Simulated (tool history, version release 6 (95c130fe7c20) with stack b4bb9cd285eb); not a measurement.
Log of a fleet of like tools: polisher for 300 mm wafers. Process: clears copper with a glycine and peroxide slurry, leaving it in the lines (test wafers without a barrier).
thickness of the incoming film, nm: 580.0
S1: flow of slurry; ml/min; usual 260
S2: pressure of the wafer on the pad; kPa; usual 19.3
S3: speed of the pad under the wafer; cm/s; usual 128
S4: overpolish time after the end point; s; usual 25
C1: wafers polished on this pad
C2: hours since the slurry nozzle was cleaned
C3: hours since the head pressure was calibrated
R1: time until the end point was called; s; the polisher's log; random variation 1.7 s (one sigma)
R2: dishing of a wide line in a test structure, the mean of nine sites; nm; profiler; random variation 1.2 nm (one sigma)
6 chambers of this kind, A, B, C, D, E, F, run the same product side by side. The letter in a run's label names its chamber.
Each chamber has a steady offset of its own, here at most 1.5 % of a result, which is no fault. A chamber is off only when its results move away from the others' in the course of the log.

run    day   S1    S2   S3  S4    C1     C2      C3      R1      R2
     0.017  -- chamber B: worn pad replaced by a new one
     0.021  -- chamber D: worn pad replaced by a new one
 1D  0.129  260  19.3  128  25    29   56.6    1000  97.759  77.481
 2C  0.233  260  19.3  128  25   496  652.3   603.8  98.118  76.354
 3F  0.396  260  19.3  128  25   703  631.7   245.9  101.69  76.855
 4B  0.571  260  19.3  128  25   149  344.4   172.8  95.548  81.171
     0.608  -- chamber A: slurry nozzle cleaned
 5E  0.675  220  17.2  128  25   655  471.8   178.4  112.28   70.85
 6A    0.8  220  17.2  128  25   539    4.6    79.1  113.26  68.362
 7D  0.967  220  17.2  128  25   254   76.7  1020.1  110.65  70.942
 8A  1.046  220  17.2  128  25   605   10.5      85  111.47  71.317
 9C  1.142  220  17.2  128  25   740  674.1   625.6  112.94  69.638
10F  1.288  220  17.2  128  25   942  653.1   267.3  116.57  70.103
11B  1.362  260  19.3  128  25   361  363.4   191.8  92.576  78.731
12E  1.525  260  19.3  128  25   883  492.2   198.8  98.533  75.738
13D  1.617  260  19.3  128  25   428   92.3  1035.7  98.236   78.16
     1.642  -- chamber A: worn pad replaced by a new one
14B    1.7  330  19.3  128  16   452  371.5   199.9  94.654  59.603
15E  1.783  330  19.3  128  16   953  498.4     205  97.229  56.724
16A  1.908  330  19.3  128  16    71   31.2   105.7  94.465  57.907
     1.975  -- chamber C: slurry nozzle cleaned
17F  2.067  330  19.3  128  16  1151  671.8     286  98.289  57.343
18C   2.15  330  19.3  128  16  1010    4.3   649.8   97.87  57.561
       2.2  -- chamber C: worn pad replaced by a new one
     2.221  -- chamber F: worn pad replaced by a new one
19C  2.271  330  19.3  128  16    20    7.2   652.7  96.223  57.416
20F  2.412  260  19.3  128  25    52  680.1   294.3  98.504   79.02
21D  2.538  260  19.3  128  25   675  114.4  1057.8  99.659  76.494
22E  2.662  260  19.3  128  25  1189  519.5   226.1  103.49  77.396
23B  2.833  260  19.3  128  25   756  398.7   227.1  92.318  79.318
24A  2.938  190  19.3  128  11   348   55.9   130.4  98.751  40.561
      2.95  -- chamber D: worn pad replaced by a new one
25C  3.029  190  19.3  128  11   223   25.4   670.9   102.9  41.454
     3.129  -- chamber C: head pressure recalibrated
26D  3.188  190  19.3  128  11    64    130  1073.4  105.67  41.275
27E  3.267  190  19.3  128  11  1351    534   240.6   110.3   40.02
28A  3.417  190  19.3  128  11   476   67.4   141.9  101.25  41.119
     3.479  -- chamber E: slurry nozzle cleaned
29B  3.521  190  19.3  128  11   940  415.2   243.6  99.537  42.246
30F    3.6  260  19.3  128  25   370  708.6   322.8  99.735  77.991
31A  3.679  260  19.3  128  25   547   73.7   148.2  98.311  77.978
32B  3.812  260  19.3  128  25  1019  422.2   250.6  96.844  76.822
33C  3.912  260  19.3  128  25   460   46.6    18.9  97.724  74.933
34F   4.05  260  16.5  128  25   491  719.4   333.6  115.68  69.329
35E  4.212  260  16.5  128  25  1604   17.7   263.3  122.87  65.226
36D   4.35  260  16.5  128  25   376  157.9  1101.3  112.26  69.702
37A  4.471  260  16.5  128  25   759   92.7   167.2   110.5  69.688
     4.596  -- chamber B: worn pad replaced by a new one
38C    4.6  260  16.5  128  25   644   63.1    35.4   108.4  69.963
39F  4.688  260  16.5  128  25   662  734.7   348.9  116.01  68.413
40E  4.833  260  19.3  128  25  1771   32.6   278.2   110.9  74.613
41D  4.996  260  19.3  128  25   549  173.4  1116.8  98.209  78.146
42B    5.1  260  19.3  128  25   135  453.1   281.5  94.612  78.932

Is one chamber off against the others, does the gauge drift, or is nothing wrong? If a chamber is off, say which, and what the likeliest cause is.

Chamber E drifts away from the others.
Cause: removal rate lost through wear of the pad, % = 9.52.
The log may not tell that from: head's pressure below its setpoint, %.

Here are 4 candidates for chamber E's next run, each the usual settings with a change, their results left as question marks. Which one brings its results back in line with what the others give on the usual settings?
In line means no further than this from the other chambers' mean on the usual settings: R1 5.9 s; R2 4.2 nm
43E-1  5.225  260  17.9  122  26               ?   ?
43E-2  5.225  260  20.7  136  25               ?   ?
43E-3  5.225  255  17.2  114  26               ?   ?
43E-4  5.225  265  22.1  144  24               ?   ?

The other chambers' mean on the usual settings: R1 98.119 s; R2 77.445 nm
  run      R1      R2
43E-1  119.45  69.655
43E-2  96.085  78.938
43E-3  130.94  65.424
43E-4  86.103   82.76
43E-2 brings the chamber back in line.
